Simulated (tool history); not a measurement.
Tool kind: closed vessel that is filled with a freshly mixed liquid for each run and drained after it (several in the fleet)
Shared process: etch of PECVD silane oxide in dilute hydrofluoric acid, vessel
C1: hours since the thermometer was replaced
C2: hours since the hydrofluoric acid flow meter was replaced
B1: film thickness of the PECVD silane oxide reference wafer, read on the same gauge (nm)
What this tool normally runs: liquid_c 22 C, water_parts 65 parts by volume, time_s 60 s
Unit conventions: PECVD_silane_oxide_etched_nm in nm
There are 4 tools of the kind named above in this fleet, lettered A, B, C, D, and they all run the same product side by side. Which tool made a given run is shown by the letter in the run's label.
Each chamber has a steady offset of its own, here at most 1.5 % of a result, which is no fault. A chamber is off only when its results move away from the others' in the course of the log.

Run 1A, day 0.279: usual settings; C1 1046.3; C2 445.9; B1 89.973. Result: PECVD_silane_oxide_etched_nm 45.155 nm.
Run 2D, day 0.708: usual settings; C1 1201.6; C2 360.9; B1 90.04. Result: PECVD_silane_oxide_etched_nm 44.646 nm.
Run 3C, day 1.262: usual settings; C1 1668.3; C2 1204.7; B1 90.034. Result: PECVD_silane_oxide_etched_nm 43.766 nm.
Run 4B, day 1.771: usual settings; C1 649; C2 656.8; B1 90.01. Result: PECVD_silane_oxide_etched_nm 44.655 nm.
Run 5B, day 2.196: usual settings; C1 659.2; C2 667; B1 90.019. Result: PECVD_silane_oxide_etched_nm 44.212 nm.
Run 6C, day 2.688: usual settings; C1 1702.5; C2 1238.9; B1 89.983. Result: PECVD_silane_oxide_etched_nm 44.145 nm.
Run 7A, day 2.929: usual settings but liquid_c 24 C, time_s 75 s; C1 1109.9; C2 509.5; B1 90.004. Result: PECVD_silane_oxide_etched_nm 61.247 nm.
Run 8D, day 3.258: usual settings but liquid_c 24 C, time_s 75 s; C1 1262.8; C2 422.1; B1 89.963. Result: PECVD_silane_oxide_etched_nm 59.735 nm.
Run 9D, day 3.75: usual settings but liquid_c 24 C, time_s 75 s; C1 1274.6; C2 433.9; B1 90.023. Result: PECVD_silane_oxide_etched_nm 60.64 nm.
Run 10A, day 4.175: usual settings but liquid_c 24 C, time_s 75 s; C1 1139.8; C2 539.4; B1 90.014. Result: PECVD_silane_oxide_etched_nm 62.398 nm.
Run 11C, day 4.492: usual settings; C1 1745.8; C2 1282.2; B1 89.981. Result: PECVD_silane_oxide_etched_nm 44.472 nm.
Run 12B, day 4.792: usual settings; C1 721.5; C2 729.3; B1 90.006. Result: PECVD_silane_oxide_etched_nm 43.967 nm.
Run 13B, day 5.092: usual settings; C1 728.7; C2 736.5; B1 90.013. Result: PECVD_silane_oxide_etched_nm 43.939 nm.
Run 14C, day 5.35: usual settings; C1 1766.4; C2 1302.8; B1 89.964. Result: PECVD_silane_oxide_etched_nm 44.379 nm.
Run 15D, day 5.642: usual settings; C1 1320; C2 479.3; B1 90.031. Result: PECVD_silane_oxide_etched_nm 44.336 nm.
Run 16A, day 6.096: usual settings but water_parts 50 parts by volume; C1 1185.9; C2 585.5; B1 89.998. Result: PECVD_silane_oxide_etched_nm 61.459 nm.
Run 17D, day 6.588: usual settings but water_parts 50 parts by volume; C1 1342.7; C2 502; B1 90.021. Result: PECVD_silane_oxide_etched_nm 59.533 nm.
Run 18B, day 6.879: usual settings but water_parts 50 parts by volume; C1 771.6; C2 779.4; B1 89.991. Result: PECVD_silane_oxide_etched_nm 58.302 nm.
Run 19C, day 7.375: usual settings but water_parts 50 parts by volume; C1 1815; C2 1351.4; B1 90.025. Result: PECVD_silane_oxide_etched_nm 58.55 nm.
Run 20A, day 7.717: usual settings; C1 1224.8; C2 624.4; B1 89.987. Result: PECVD_silane_oxide_etched_nm 47.043 nm.
Run 21A, day 8.083: usual settings; C1 1233.6; C2 633.2; B1 90.002. Result: PECVD_silane_oxide_etched_nm 46.785 nm.
Run 22D, day 8.517: usual settings; C1 1389; C2 548.3; B1 90. Result: PECVD_silane_oxide_etched_nm 44.917 nm.
At day 8.867: chamber B: thermometer replaced.
Run 23C, day 9.029: usual settings but time_s 80 s; C1 1854.7; C2 1391.1; B1 90.021. Result: PECVD_silane_oxide_etched_nm 58.881 nm.
Run 24B, day 9.554: usual settings but time_s 80 s; C1 16.6; C2 843.6; B1 90.006. Result: PECVD_silane_oxide_etched_nm 58.482 nm.
Run 25C, day 9.896: usual settings but time_s 80 s; C1 1875.5; C2 1411.9; B1 89.996. Result: PECVD_silane_oxide_etched_nm 58.312 nm.
Run 26B, day 10.154: usual settings but time_s 80 s; C1 31; C2 858; B1 90.012. Result: PECVD_silane_oxide_etched_nm 59.085 nm.

For the next run the whole fleet of 4 chambers uses the same settings. Give each chamber's results:
Run 27A, day 10.55: usual settings. Result: PECVD_silane_oxide_etched_nm ?.
Run 27B, day 10.55: usual settings. Result: PECVD_silane_oxide_etched_nm ?.
Run 27C, day 10.55: usual settings. Result: PECVD_silane_oxide_etched_nm ?.
Run 27D, day 10.55: usual settings. Result: PECVD_silane_oxide_etched_nm ?.

run  PECVD_silane_oxide_etched_nm
27A                        47.745
27B                        44.081
27C                        44.251
27D                        44.646
